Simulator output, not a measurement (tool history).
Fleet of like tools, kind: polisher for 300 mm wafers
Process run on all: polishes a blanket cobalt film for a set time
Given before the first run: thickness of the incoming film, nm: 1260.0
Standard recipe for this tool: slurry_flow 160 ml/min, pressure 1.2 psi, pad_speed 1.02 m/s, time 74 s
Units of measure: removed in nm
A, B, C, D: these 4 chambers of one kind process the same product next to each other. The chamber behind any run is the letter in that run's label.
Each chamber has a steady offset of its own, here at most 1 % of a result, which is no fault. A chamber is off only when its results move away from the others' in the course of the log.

Run 1D, day 0.233: usual settings. Result: removed 219.47 nm.
Run 2B, day 0.592: usual settings. Result: removed 219.16 nm.
At day 0.854: chamber D: worn pad replaced by a new one.
Run 3A, day 0.908: usual settings. Result: removed 220.46 nm.
Run 4C, day 1.204: usual settings. Result: removed 219.69 nm.
At day 1.233: chamber B: worn pad replaced by a new one.
Run 5D, day 1.412: usual settings. Result: removed 220.84 nm.
At day 1.546: chamber A: slurry nozzle cleaned.
Run 6A, day 1.675: usual settings. Result: removed 223.2 nm.
At day 1.733: chamber C: worn pad replaced by a new one.
At day 1.75: chamber A: worn pad replaced by a new one.
Run 7B, day 1.992: usual settings. Result: removed 223.69 nm.
Run 8C, day 2.2: usual settings. Result: removed 220.05 nm.
Run 9B, day 2.525: usual settings. Result: removed 221.56 nm.
Run 10A, day 2.796: usual settings. Result: removed 221.52 nm.
At day 2.829: chamber A: head pressure recalibrated.
Run 11D, day 2.992: usual settings. Result: removed 215.32 nm.
Run 12C, day 3.271: usual settings but slurry_flow 120 ml/min, time 66 s. Result: removed 188.44 nm.
Run 13C, day 3.633: usual settings but slurry_flow 120 ml/min, time 66 s. Result: removed 186.08 nm.
Run 14A, day 3.912: usual settings but slurry_flow 120 ml/min, time 66 s. Result: removed 188.1 nm.
Run 15B, day 4.208: usual settings but slurry_flow 120 ml/min, time 66 s. Result: removed 188.98 nm.
Run 16D, day 4.475: usual settings but slurry_flow 190 ml/min, pressure 1.4 psi. Result: removed 266.41 nm.
Run 17D, day 4.833: usual settings but slurry_flow 190 ml/min, pressure 1.4 psi. Result: removed 264.82 nm.
Run 18C, day 5: usual settings but slurry_flow 190 ml/min, pressure 1.4 psi. Result: removed 264.53 nm.
Run 19B, day 5.346: usual settings but slurry_flow 190 ml/min, pressure 1.4 psi. Result: removed 263.14 nm.
Run 20A, day 5.546: usual settings but time 51 s. Result: removed 152.84 nm.
Run 21D, day 5.85: usual settings but time 51 s. Result: removed 152.13 nm.
At day 5.917: chamber B: slurry nozzle cleaned.
At day 5.958: chamber D: head pressure recalibrated.
Run 22A, day 6.204: usual settings but time 51 s. Result: removed 151.88 nm.
At day 6.288: chamber C: worn pad replaced by a new one.
Run 23C, day 6.529: usual settings but time 51 s. Result: removed 153.3 nm.
Run 24B, day 6.883: usual settings. Result: removed 225.23 nm.
Run 25D, day 7.229: usual settings. Result: removed 222.56 nm.
Run 26A, day 7.438: usual settings. Result: removed 225.16 nm.
At day 7.596: chamber B: worn pad replaced by a new one.
Run 27B, day 7.729: usual settings. Result: removed 220.46 nm.
At day 7.85: chamber A: worn pad replaced by a new one.
Run 28C, day 7.917: usual settings. Result: removed 220.72 nm.
Run 29D, day 8.108: usual settings but pressure 0.8 psi, time 87 s. Result: removed 172.44 nm.
Run 30A, day 8.367: usual settings but pressure 0.8 psi, time 87 s. Result: removed 175.14 nm.
Run 31B, day 8.571: usual settings but pressure 0.8 psi, time 87 s. Result: removed 170.43 nm.
Run 32C, day 8.946: usual settings but pressure 0.8 psi, time 87 s. Result: removed 172.71 nm.
At day 8.962: chamber D: worn pad replaced by a new one.
Run 33A, day 9.154: usual settings. Result: removed 221.89 nm.
At day 9.35: chamber C: head pressure recalibrated.
Run 34B, day 9.388: usual settings. Result: removed 223.45 nm.
Run 35C, day 9.658: usual settings. Result: removed 217.75 nm.
Run 36D, day 9.908: usual settings. Result: removed 220.73 nm.
Run 37B, day 10.196: usual settings. Result: removed 221.38 nm.
Run 38A, day 10.529: usual settings. Result: removed 222.43 nm.
Run 39D, day 10.85: usual settings. Result: removed 220.17 nm.
Run 40C, day 11.029: usual settings. Result: removed 217.98 nm.
Run 41B, day 11.292: usual settings. Result: removed 219.78 nm.

For the next run the whole fleet of 4 chambers uses the same settings. Give each chamber's results:
Run 42A, day 11.562: usual settings but pad_speed 0.84 m/s. Result: removed ?.
Run 42B, day 11.562: usual settings but pad_speed 0.84 m/s. Result: removed ?.
Run 42C, day 11.562: usual settings but pad_speed 0.84 m/s. Result: removed ?.
Run 42D, day 11.562: usual settings but pad_speed 0.84 m/s. Result: removed ?.

run  removed
42A   179.13
42B    183.2
42C    181.5
42D   184.23
